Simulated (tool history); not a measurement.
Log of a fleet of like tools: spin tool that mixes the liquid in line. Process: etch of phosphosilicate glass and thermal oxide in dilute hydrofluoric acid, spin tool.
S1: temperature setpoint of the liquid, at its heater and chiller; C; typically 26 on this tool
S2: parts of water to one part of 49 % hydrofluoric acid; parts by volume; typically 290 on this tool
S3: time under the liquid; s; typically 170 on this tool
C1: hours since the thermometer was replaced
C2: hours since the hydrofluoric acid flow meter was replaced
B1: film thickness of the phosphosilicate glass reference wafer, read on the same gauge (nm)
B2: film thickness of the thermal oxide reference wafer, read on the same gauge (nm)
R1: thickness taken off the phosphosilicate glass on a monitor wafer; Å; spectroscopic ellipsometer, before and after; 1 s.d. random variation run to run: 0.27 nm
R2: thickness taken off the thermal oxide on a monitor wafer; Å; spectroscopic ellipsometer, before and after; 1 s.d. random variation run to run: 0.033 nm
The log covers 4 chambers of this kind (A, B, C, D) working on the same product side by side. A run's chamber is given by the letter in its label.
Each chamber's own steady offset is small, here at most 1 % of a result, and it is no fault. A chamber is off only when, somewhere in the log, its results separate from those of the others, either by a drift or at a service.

run,hour,S1,S2,S3,C1,C2,B1,B2,R1,R2
1D,10,26,290,170,518.4,878.8,50.013,49.994,533.62,23.374
2B,19,26,290,170,1588.1,828.4,49.981,50.038,539.01,22.949
3C,30.6,26,290,170,1885.9,82,49.997,49.984,536.52,23.138
4A,36.9,26,290,170,2360.3,567.3,50.013,49.994,533.96,22.641
5A,48.5,22,290,95,2371.9,578.9,50.002,50.024,260.7,10.925
6C,56.6,22,290,95,1911.9,108,50.008,50.004,261.14,11.381
7B,63.6,22,290,95,1632.7,873,49.994,49.994,261.91,11.23
8D,73.5,22,290,95,581.9,942.3,49.998,49.988,259.6,11.411
9C,82.9,26,290,170,1938.2,134.3,49.988,50.017,532.32,23.073
# hour 87: chamber C: thermometer replaced
10A,90.3,26,170,235,2413.7,620.7,50.011,50.013,1441.6,62.56
11B,96.4,26,170,235,1665.5,905.8,49.994,49.96,1425.3,62.947
12D,103.7,26,170,235,612.1,972.5,50.013,50.039,1426.8,61.984
13C,114.1,26,170,235,27.2,165.5,50.012,49.965,1410.2,61.781
14A,121.1,26,290,170,2444.5,651.5,49.997,50.004,531.27,23.35
15B,128.3,26,290,170,1697.4,937.7,49.988,49.946,539.67,23.195
16D,135.5,26,290,170,643.9,1004.3,50,49.999,534.22,23.193
17D,143.6,26,290,170,652,1012.4,50.001,50.032,531.01,23.442
18A,152.5,26,290,170,2475.9,682.9,49.998,50.004,535.54,23.191
19C,158.3,26,290,170,71.4,209.7,49.995,50.012,532.72,22.811
20B,164.6,26,290,170,1733.7,974,49.991,50.01,541,22.639
21D,176.1,26,290,170,684.5,1044.9,49.983,49.998,537.66,22.975
22C,185.8,26,290,170,98.9,237.2,49.996,50.029,537.04,23.002
23B,197.2,26,290,170,1766.3,1006.6,50.003,49.971,534.97,22.98
24A,205.2,23.5,290,75,2528.6,735.6,50.002,50.007,214.52,9.3087
25D,211.1,23.5,290,75,719.5,1079.9,49.992,49.987,217.93,9.0848
26A,217.7,23.5,290,75,2541.1,748.1,50.004,50.015,214.81,9.0384
27C,230.8,23.5,290,75,143.9,282.2,49.995,49.977,215.39,9.4481
28B,238.1,23.5,290,170,1807.2,1047.5,50.005,49.99,492.72,21.181
29C,249.2,23.5,290,170,162.3,300.6,49.993,49.962,486.26,21.397
30A,261.7,23.5,290,170,2585.1,792.1,49.989,50.001,491.39,20.728

Which is it: a chamber that has drifted or been left off by a service, a gauge drift common to all chambers, or only each chamber's usual small offset? If a chamber is off, name it and its likeliest cause.

Nothing is wrong: each chamber keeps only its own small, steady offset and the gauge holds still.
